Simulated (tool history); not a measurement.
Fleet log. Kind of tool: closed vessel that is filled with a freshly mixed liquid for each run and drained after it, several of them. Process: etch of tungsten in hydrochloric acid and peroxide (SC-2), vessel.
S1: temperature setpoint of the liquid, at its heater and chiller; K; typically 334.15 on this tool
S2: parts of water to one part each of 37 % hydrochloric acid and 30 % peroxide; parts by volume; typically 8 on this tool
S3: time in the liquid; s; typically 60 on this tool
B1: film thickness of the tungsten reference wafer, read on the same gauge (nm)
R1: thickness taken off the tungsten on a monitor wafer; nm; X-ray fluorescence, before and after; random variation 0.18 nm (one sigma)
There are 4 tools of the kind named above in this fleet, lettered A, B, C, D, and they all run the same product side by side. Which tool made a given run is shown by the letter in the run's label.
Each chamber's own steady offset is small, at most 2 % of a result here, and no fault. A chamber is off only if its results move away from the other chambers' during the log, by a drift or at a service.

| run | hour | S1 | S2 | S3 | B1 | R1 |
|---|---|---|---|---|---|---|
|  | 1.5 | chamber C: chemicals flow meter replaced |
| 1B | 8.5 | 334.15 | 8 | 60 | 60.043 | 25.841 |
| 2C | 13.6 | 334.15 | 8 | 60 | 60.004 | 25.644 |
| 3D | 19.1 | 334.15 | 8 | 60 | 59.95 | 26.055 |
| 4A | 23.4 | 334.15 | 8 | 60 | 60.061 | 26.114 |
| 5C | 27.7 | 334.15 | 8 | 60 | 59.985 | 25.679 |
| 6B | 32.6 | 334.15 | 8 | 60 | 59.941 | 25.254 |
| 7D | 37.3 | 334.15 | 6.5 | 60 | 59.994 | 30.588 |
| 8A | 45.1 | 334.15 | 6.5 | 60 | 59.973 | 30.453 |
| 9B | 50.4 | 334.15 | 6.5 | 60 | 59.961 | 30.306 |
| 10C | 55.6 | 334.15 | 6.5 | 60 | 59.981 | 30.192 |
| 11D | 64 | 334.15 | 8 | 60 | 60.006 | 26.007 |
| 12A | 71 | 331.15 | 11 | 60 | 60 | 16.297 |
| 13B | 76 | 331.15 | 11 | 60 | 59.991 | 16.234 |
| 14A | 82 | 331.15 | 11 | 60 | 60 | 16.309 |
| 15D | 90.5 | 331.15 | 11 | 60 | 60.002 | 16.768 |
| 16C | 94.7 | 334.15 | 8 | 60 | 59.992 | 25.736 |
| 17B | 99.8 | 334.15 | 8 | 60 | 59.987 | 25.255 |
| 18C | 103.7 | 334.15 | 8 | 60 | 59.963 | 25.862 |
| 19D | 109.5 | 334.15 | 8 | 60 | 60.011 | 26.052 |
| 20A | 118 | 334.15 | 8 | 60 | 60.012 | 25.058 |
| 21A | 122.7 | 334.15 | 8 | 60 | 60.005 | 25.098 |
| 22D | 129.3 | 334.15 | 8 | 60 | 59.977 | 26.191 |
| 23C | 136.4 | 334.15 | 8 | 60 | 60.016 | 26.157 |
|  | 139.1 | chamber B: thermometer replaced |
| 24B | 144.7 | 334.15 | 8 | 60 | 60.011 | 25.809 |
| 25D | 150.2 | 334.15 | 8 | 60 | 59.993 | 25.977 |
| 26C | 155.5 | 334.15 | 8 | 60 | 60.012 | 25.823 |
| 27A | 161.1 | 334.15 | 8 | 60 | 60.011 | 24.473 |
| 28B | 167.7 | 334.15 | 8 | 60 | 60.047 | 25.175 |
| 29C | 176 | 334.15 | 8 | 60 | 59.988 | 25.371 |
| 30D | 180.1 | 334.15 | 8 | 60 | 60.012 | 25.913 |
| 31B | 188.1 | 334.15 | 8 | 60 | 59.999 | 25.391 |
| 32A | 194.6 | 334.15 | 8 | 60 | 60.032 | 23.865 |
| 33A | 201.7 | 334.15 | 8 | 60 | 59.973 | 23.834 |
| 34B | 208.8 | 334.15 | 8 | 60 | 59.996 | 25.232 |

What goes on in this fleet: one chamber off, a drifting gauge, or nothing beyond the chambers' own small offsets? Name the chamber and the cause, if any.

Chamber A drifts away from the others.
What lies behind it: chemicals flow below the setpoint (%) = 11.5.
Not necessarily distinguishable in this log from: liquid colder than its thermometer reads (K).

Chamber A could run next with any of the 4 candidate recipes listed below; each alters the usual settings, and their results appear as question marks. Which one brings its results back in line with what the other chambers deliver on the usual settings?
To be in line, a result may differ from the other chambers' mean on the usual settings by at most: R1 0.63 nm
| 35A-1 | 214.9 | 334.15 | 8 | 65 |  | ? |
| 35A-2 | 214.9 | 333.65 | 8 | 60 |  | ? |
| 35A-3 | 214.9 | 334.65 | 8 | 60 |  | ? |
| 35A-4 | 214.9 | 334.15 | 8 | 55 |  | ? |

The other chambers' mean on the usual settings: R1 25.726 nm
| run | R1 |
|---|---|
| 35A-1 | 25.862 |
| 35A-2 | 23.139 |
| 35A-3 | 24.628 |
| 35A-4 | 21.883 |
35A-1 is the one that brings the chamber's results back in line with the other chambers.
